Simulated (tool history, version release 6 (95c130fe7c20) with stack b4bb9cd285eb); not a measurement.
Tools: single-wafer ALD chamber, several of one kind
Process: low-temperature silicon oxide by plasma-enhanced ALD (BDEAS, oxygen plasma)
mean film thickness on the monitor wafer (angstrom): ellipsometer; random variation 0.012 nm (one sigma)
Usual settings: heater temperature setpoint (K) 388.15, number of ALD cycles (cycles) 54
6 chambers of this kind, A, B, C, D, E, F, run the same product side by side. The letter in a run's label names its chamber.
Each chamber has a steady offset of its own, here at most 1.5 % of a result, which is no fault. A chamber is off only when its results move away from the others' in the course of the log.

run     day  heater temperature setpoint (K)  number of ALD cycles (cycles)  read-back reference wafer on the same gauge, thickness_nm  mean film thickness on the monitor wafer (angstrom)
 1B    0.25                           388.15                             54                                                     8.6808                                               74.743
 2A   0.512                           388.15                             54                                                     8.6775                                               75.506
 3C   0.992                           388.15                             54                                                     8.6746                                               74.882
 4F     1.3                           388.15                             54                                                     8.6742                                               74.354
 5E   1.771                           388.15                             54                                                     8.6705                                               75.176
 6D   2.054                           388.15                             54                                                     8.6708                                               74.104
 7D   2.367                           388.15                             54                                                     8.6697                                               73.972
 8A   2.858                           388.15                             54                                                     8.6665                                                 75.2
 9F     3.2                           388.15                             54                                                     8.6638                                                 74.5
10C   3.658                           388.15                             54                                                     8.6648                                               74.857
11E   3.925                           388.15                             54                                                     8.6597                                               75.084
12B   4.312                           388.15                             54                                                     8.6614                                               74.685
13A   4.642                           388.15                             54                                                     8.6628                                               75.357
14F     4.9                           388.15                             54                                                     8.6586                                               74.391
15B   5.125                           382.15                             50                                                     8.6564                                               69.606
16C   5.533                           382.15                             50                                                     8.6574                                               70.071
17D   6.017                           382.15                             50                                                     8.6561                                               69.293
18E   6.512                           382.15                             50                                                     8.6534                                                70.28
19F   6.992                           382.15                             50                                                     8.6531                                               69.457
20D   7.388                           382.15                             50                                                     8.6512                                               69.032
21A   7.683                           388.15                             54                                                      8.649                                               75.384
22E   8.088                           388.15                             54                                                      8.646                                               75.017
23C   8.517                           388.15                             54                                                     8.6456                                               74.747
24B    8.95                           388.15                             54                                                     8.6405                                               74.701
25F   9.271                           388.15                             54                                                     8.6393                                                73.95
26D   9.604                           388.15                             54                                                     8.6405                                               73.844
27C   9.875                           388.15                             54                                                     8.6354                                               74.785
28A  10.204                           388.15                             54                                                     8.6377                                               75.235
29B  10.554                           388.15                             54                                                      8.634                                               74.243
30E  10.846                           388.15                             54                                                     8.6333                                                75.09
31D   11.35                           388.15                             54                                                     8.6338                                               73.868
32C  11.729                           388.15                             44                                                     8.6314                                               60.834
33B  12.196                           388.15                             44                                                      8.628                                               60.586
34F  12.679                           388.15                             44                                                     8.6294                                               60.355
35A  13.029                           388.15                             44                                                     8.6278                                               60.902
36E    13.4                           388.15                             44                                                      8.626                                               60.928

Next, every chamber runs the same settings. What will each give?
37A  13.762                           398.15                             54                                                                                                               ?
37B  13.762                           398.15                             54                                                                                                               ?
37C  13.762                           398.15                             54                                                                                                               ?
37D  13.762                           398.15                             54                                                                                                               ?
37E  13.762                           398.15                             54                                                                                                               ?
37F  13.762                           398.15                             54                                                                                                               ?

run  mean film thickness on the monitor wafer (angstrom)
37A                                               73.559
37B                                               72.847
37C                                               73.234
37D                                               72.216
37E                                               73.562
37F                                               72.393

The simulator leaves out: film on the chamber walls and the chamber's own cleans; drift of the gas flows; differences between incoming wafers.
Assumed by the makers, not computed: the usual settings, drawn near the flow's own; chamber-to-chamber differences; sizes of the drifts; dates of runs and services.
